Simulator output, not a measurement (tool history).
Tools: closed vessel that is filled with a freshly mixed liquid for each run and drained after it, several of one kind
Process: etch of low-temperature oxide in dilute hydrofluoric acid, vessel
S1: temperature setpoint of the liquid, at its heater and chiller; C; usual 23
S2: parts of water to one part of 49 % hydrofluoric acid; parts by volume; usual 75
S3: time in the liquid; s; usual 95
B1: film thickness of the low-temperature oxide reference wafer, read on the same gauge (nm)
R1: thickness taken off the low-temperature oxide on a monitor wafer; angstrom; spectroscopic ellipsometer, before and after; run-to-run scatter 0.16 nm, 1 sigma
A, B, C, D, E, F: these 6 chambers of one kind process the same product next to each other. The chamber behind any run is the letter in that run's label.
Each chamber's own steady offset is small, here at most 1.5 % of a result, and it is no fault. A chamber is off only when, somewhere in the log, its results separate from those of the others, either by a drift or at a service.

run 1F day=0.408 | S1=23 S2=75 S3=95 | B1=49.999 | R1=176.7
run 2B day=0.812 | S1=23 S2=75 S3=95 | B1=50.009 | R1=175.25
-- day=0.979 chamber B: hydrofluoric acid flow meter replaced
run 3D day=1.404 | S1=23 S2=75 S3=95 | B1=49.98 | R1=174.53
run 4A day=1.875 | S1=23 S2=75 S3=95 | B1=49.993 | R1=176.46
run 5C day=2.45 | S1=23 S2=75 S3=95 | B1=49.994 | R1=180.74
-- day=2.779 chamber C: hydrofluoric acid flow meter replaced
run 6E day=2.812 | S1=23 S2=75 S3=95 | B1=50.006 | R1=180.38
run 7A day=3.404 | S1=23 S2=75 S3=95 | B1=50.015 | R1=176.37
run 8C day=3.704 | S1=23 S2=75 S3=95 | B1=50.026 | R1=175.91
run 9F day=4.217 | S1=23 S2=75 S3=95 | B1=49.996 | R1=176.34
run 10E day=4.492 | S1=23 S2=45 S3=45 | B1=50.027 | R1=148.68
-- day=4.6 chamber B: thermometer replaced
run 11D day=4.867 | S1=23 S2=45 S3=45 | B1=49.985 | R1=141.76
run 12B day=5.183 | S1=23 S2=45 S3=45 | B1=50 | R1=142.85
run 13A day=5.779 | S1=23 S2=45 S3=45 | B1=50.002 | R1=145.66
run 14B day=6.112 | S1=23 S2=45 S3=45 | B1=50.002 | R1=142.38
run 15C day=6.546 | S1=23 S2=45 S3=45 | B1=50.006 | R1=145.1
run 16F day=7.017 | S1=23 S2=75 S3=95 | B1=50.002 | R1=175.81
run 17E day=7.329 | S1=23 S2=75 S3=95 | B1=49.99 | R1=178.26
run 18D day=7.883 | S1=23 S2=75 S3=95 | B1=49.999 | R1=177.29
run 19F day=8.212 | S1=23 S2=75 S3=95 | B1=50.007 | R1=176.95
run 20D day=8.5 | S1=27 S2=90 S3=95 | B1=50.013 | R1=167.42
run 21C day=9.05 | S1=27 S2=90 S3=95 | B1=50.025 | R1=171.55
run 22E day=9.629 | S1=27 S2=90 S3=95 | B1=50.014 | R1=171.01
run 23B day=10.15 | S1=27 S2=90 S3=95 | B1=50.012 | R1=166.45
run 24A day=10.525 | S1=27 S2=90 S3=95 | B1=49.96 | R1=171.91
run 25E day=11.079 | S1=27 S2=90 S3=95 | B1=50.01 | R1=170.77
run 26C day=11.4 | S1=23 S2=75 S3=95 | B1=50.014 | R1=178.12
run 27B day=11.692 | S1=23 S2=75 S3=95 | B1=49.986 | R1=174.35
run 28F day=12.142 | S1=23 S2=75 S3=95 | B1=50.001 | R1=175.46
run 29A day=12.579 | S1=23 S2=75 S3=95 | B1=50.003 | R1=178.66
run 30D day=12.892 | S1=23 S2=75 S3=95 | B1=49.983 | R1=180.2
run 31D day=13.308 | S1=23 S2=75 S3=95 | B1=49.976 | R1=176.71
run 32C day=13.608 | S1=23 S2=75 S3=95 | B1=49.988 | R1=178.7
run 33E day=14.025 | S1=23 S2=75 S3=95 | B1=49.997 | R1=178.58
run 34B day=14.467 | S1=23 S2=75 S3=95 | B1=49.985 | R1=173.87
run 35A day=14.904 | S1=23 S2=35 S3=75 | B1=49.989 | R1=318.75
run 36F day=15.458 | S1=23 S2=35 S3=75 | B1=49.999 | R1=308.09

Next, every chamber runs the same settings. What will each give?
run 37A day=15.883 | S1=26.5 S2=75 S3=95 | R1=?
run 37B day=15.883 | S1=26.5 S2=75 S3=95 | R1=?
run 37C day=15.883 | S1=26.5 S2=75 S3=95 | R1=?
run 37D day=15.883 | S1=26.5 S2=75 S3=95 | R1=?
run 37E day=15.883 | S1=26.5 S2=75 S3=95 | R1=?
run 37F day=15.883 | S1=26.5 S2=75 S3=95 | R1=?

run=37A R1=205.73
run=37B R1=202.39
run=37C R1=204.62
run=37D R1=201.29
run=37E R1=203.62
run=37F R1=199.94
